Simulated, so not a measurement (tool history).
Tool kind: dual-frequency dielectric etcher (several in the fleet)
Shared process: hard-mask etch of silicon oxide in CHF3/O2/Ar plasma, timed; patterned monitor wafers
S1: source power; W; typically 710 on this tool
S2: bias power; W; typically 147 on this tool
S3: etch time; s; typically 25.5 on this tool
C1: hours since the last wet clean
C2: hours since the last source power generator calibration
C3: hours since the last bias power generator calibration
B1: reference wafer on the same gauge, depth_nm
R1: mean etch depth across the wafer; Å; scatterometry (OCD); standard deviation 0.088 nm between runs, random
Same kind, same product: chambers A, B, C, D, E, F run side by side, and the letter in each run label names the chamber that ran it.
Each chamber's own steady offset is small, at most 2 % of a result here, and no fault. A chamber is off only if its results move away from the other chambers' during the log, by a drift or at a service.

{"hour": 0.6, "done": "chamber F: wet clean of the chamber"}
{"run": "1C", "hour": 10.2, "S1": 710, "S2": 147, "S3": 25.5, "C1": 477.2, "C2": 1644.7, "C3": 1604.4, "B1": 40.694, "R1": 500.65}
{"hour": 15.2, "done": "chamber D: wet clean of the chamber"}
{"run": "2A", "hour": 17.9, "S1": 710, "S2": 147, "S3": 25.5, "C1": 201.0, "C2": 720.2, "C3": 1201.7, "B1": 40.696, "R1": 502.88}
{"run": "3D", "hour": 26.6, "S1": 710, "S2": 147, "S3": 25.5, "C1": 11.5, "C2": 452.2, "C3": 974.7, "B1": 40.672, "R1": 492.5}
{"run": "4B", "hour": 31.6, "S1": 710, "S2": 147, "S3": 25.5, "C1": 359.1, "C2": 1419.9, "C3": 1785.6, "B1": 40.677, "R1": 503.4}
{"run": "5F", "hour": 36.6, "S1": 710, "S2": 147, "S3": 25.5, "C1": 36.1, "C2": 1469.9, "C3": 762.9, "B1": 40.652, "R1": 499.75}
{"run": "6E", "hour": 44.8, "S1": 710, "S2": 147, "S3": 25.5, "C1": 365.3, "C2": 3310.7, "C3": 1210.2, "B1": 40.658, "R1": 502.81}
{"hour": 49.7, "done": "chamber C: wet clean of the chamber"}
{"run": "7C", "hour": 49.9, "S1": 710, "S2": 147, "S3": 25.5, "C1": 0.2, "C2": 1684.4, "C3": 1644.1, "B1": 40.654, "R1": 500.41}
{"run": "8F", "hour": 59.5, "S1": 710, "S2": 147, "S3": 25.5, "C1": 59.0, "C2": 1492.8, "C3": 785.8, "B1": 40.631, "R1": 501.2}
{"run": "9D", "hour": 68.1, "S1": 710, "S2": 147, "S3": 25.5, "C1": 53.0, "C2": 493.7, "C3": 1016.2, "B1": 40.641, "R1": 492.26}
{"run": "10A", "hour": 77.8, "S1": 710, "S2": 147, "S3": 25.5, "C1": 260.9, "C2": 780.1, "C3": 1261.6, "B1": 40.614, "R1": 503.88}
{"run": "11B", "hour": 84.5, "S1": 710, "S2": 147, "S3": 25.5, "C1": 412.0, "C2": 1472.8, "C3": 1838.5, "B1": 40.619, "R1": 503.41}
{"run": "12E", "hour": 88.9, "S1": 710, "S2": 147, "S3": 25.5, "C1": 409.4, "C2": 3354.8, "C3": 1254.3, "B1": 40.624, "R1": 501.29}
{"run": "13D", "hour": 98.5, "S1": 780, "S2": 147, "S3": 28.0, "C1": 83.4, "C2": 524.1, "C3": 1046.6, "B1": 40.595, "R1": 561.52}
{"run": "14F", "hour": 104.0, "S1": 780, "S2": 147, "S3": 28.0, "C1": 103.5, "C2": 1537.3, "C3": 830.3, "B1": 40.608, "R1": 569.32}
{"run": "15E", "hour": 109.4, "S1": 780, "S2": 147, "S3": 28.0, "C1": 429.9, "C2": 3375.3, "C3": 1274.8, "B1": 40.599, "R1": 571.56}
{"hour": 113.1, "done": "chamber B: wet clean of the chamber"}
{"run": "16C", "hour": 118.3, "S1": 780, "S2": 147, "S3": 28.0, "C1": 68.6, "C2": 1752.8, "C3": 1712.5, "B1": 40.598, "R1": 569.46}
{"run": "17A", "hour": 128.3, "S1": 780, "S2": 147, "S3": 28.0, "C1": 311.4, "C2": 830.6, "C3": 1312.1, "B1": 40.579, "R1": 571.76}
{"hour": 129.8, "done": "chamber E: wet clean of the chamber"}
{"run": "18B", "hour": 133.7, "S1": 780, "S2": 147, "S3": 28.0, "C1": 20.6, "C2": 1522.0, "C3": 1887.7, "B1": 40.581, "R1": 574.37}
{"run": "19E", "hour": 141.9, "S1": 710, "S2": 147, "S3": 25.5, "C1": 12.2, "C2": 3407.8, "C3": 1307.3, "B1": 40.574, "R1": 500.9}
{"run": "20C", "hour": 148.9, "S1": 710, "S2": 147, "S3": 25.5, "C1": 99.2, "C2": 1783.4, "C3": 1743.1, "B1": 40.581, "R1": 499.92}
{"run": "21B", "hour": 156.3, "S1": 550, "S2": 127, "S3": 25.5, "C1": 43.2, "C2": 1544.6, "C3": 1910.3, "B1": 40.544, "R1": 434.14}
{"run": "22F", "hour": 162.4, "S1": 550, "S2": 127, "S3": 25.5, "C1": 161.9, "C2": 1595.7, "C3": 888.7, "B1": 40.551, "R1": 430.88}
{"run": "23D", "hour": 168.9, "S1": 550, "S2": 127, "S3": 25.5, "C1": 153.8, "C2": 594.5, "C3": 1117.0, "B1": 40.532, "R1": 425.08}
{"run": "24A", "hour": 178.2, "S1": 550, "S2": 127, "S3": 25.5, "C1": 361.3, "C2": 880.5, "C3": 1362.0, "B1": 40.53, "R1": 432.86}
{"run": "25D", "hour": 185.2, "S1": 550, "S2": 127, "S3": 25.5, "C1": 170.1, "C2": 610.8, "C3": 1133.3, "B1": 40.527, "R1": 424.15}
{"run": "26B", "hour": 190.2, "S1": 550, "S2": 127, "S3": 25.5, "C1": 77.1, "C2": 1578.5, "C3": 1944.2, "B1": 40.531, "R1": 432.13}
{"run": "27C", "hour": 200.4, "S1": 870, "S2": 147, "S3": 30.5, "C1": 150.7, "C2": 1834.9, "C3": 1794.6, "B1": 40.513, "R1": 644.68}
{"run": "28E", "hour": 206.4, "S1": 870, "S2": 147, "S3": 30.5, "C1": 76.7, "C2": 3472.3, "C3": 1371.8, "B1": 40.508, "R1": 647.8}
{"run": "29A", "hour": 215.7, "S1": 870, "S2": 147, "S3": 30.5, "C1": 398.8, "C2": 918.0, "C3": 1399.5, "B1": 40.512, "R1": 649.45}
{"run": "30F", "hour": 223.8, "S1": 870, "S2": 147, "S3": 30.5, "C1": 223.3, "C2": 1657.1, "C3": 950.1, "B1": 40.481, "R1": 646.43}
{"run": "31F", "hour": 234.0, "S1": 870, "S2": 147, "S3": 30.5, "C1": 233.5, "C2": 1667.3, "C3": 960.3, "B1": 40.471, "R1": 645.65}
{"run": "32C", "hour": 242.8, "S1": 870, "S2": 147, "S3": 30.5, "C1": 193.1, "C2": 1877.3, "C3": 1837.0, "B1": 40.473, "R1": 646.81}
{"run": "33E", "hour": 249.6, "S1": 710, "S2": 147, "S3": 25.5, "C1": 119.9, "C2": 3515.5, "C3": 1415.0, "B1": 40.454, "R1": 500.24}
{"run": "34A", "hour": 259.1, "S1": 710, "S2": 147, "S3": 25.5, "C1": 442.2, "C2": 961.4, "C3": 1442.9, "B1": 40.434, "R1": 500.02}
{"run": "35D", "hour": 268.1, "S1": 710, "S2": 147, "S3": 25.5, "C1": 253.0, "C2": 693.7, "C3": 1216.2, "B1": 40.445, "R1": 488.97}
{"run": "36B", "hour": 273.0, "S1": 710, "S2": 147, "S3": 25.5, "C1": 159.9, "C2": 1661.3, "C3": 2027.0, "B1": 40.429, "R1": 501.6}
{"run": "37E", "hour": 278.0, "S1": 710, "S2": 147, "S3": 25.5, "C1": 148.3, "C2": 3543.9, "C3": 1443.4, "B1": 40.446, "R1": 499.21}
{"run": "38B", "hour": 287.7, "S1": 710, "S2": 147, "S3": 25.5, "C1": 174.6, "C2": 1676.0, "C3": 2041.7, "B1": 40.409, "R1": 500.31}
{"run": "39C", "hour": 293.2, "S1": 710, "S2": 147, "S3": 25.5, "C1": 243.5, "C2": 1927.7, "C3": 1887.4, "B1": 40.418, "R1": 497.4}

Does one chamber stand apart from the rest, does the shared gauge drift, or is all well apart from small per-chamber offsets? Give the chamber and the most likely cause, where there is one.

No chamber is off; the gauge reading every chamber's wafers drifts, which makes the whole fleet appear to move together.
Likeliest cause: gauge reads low (%) = 0.713.
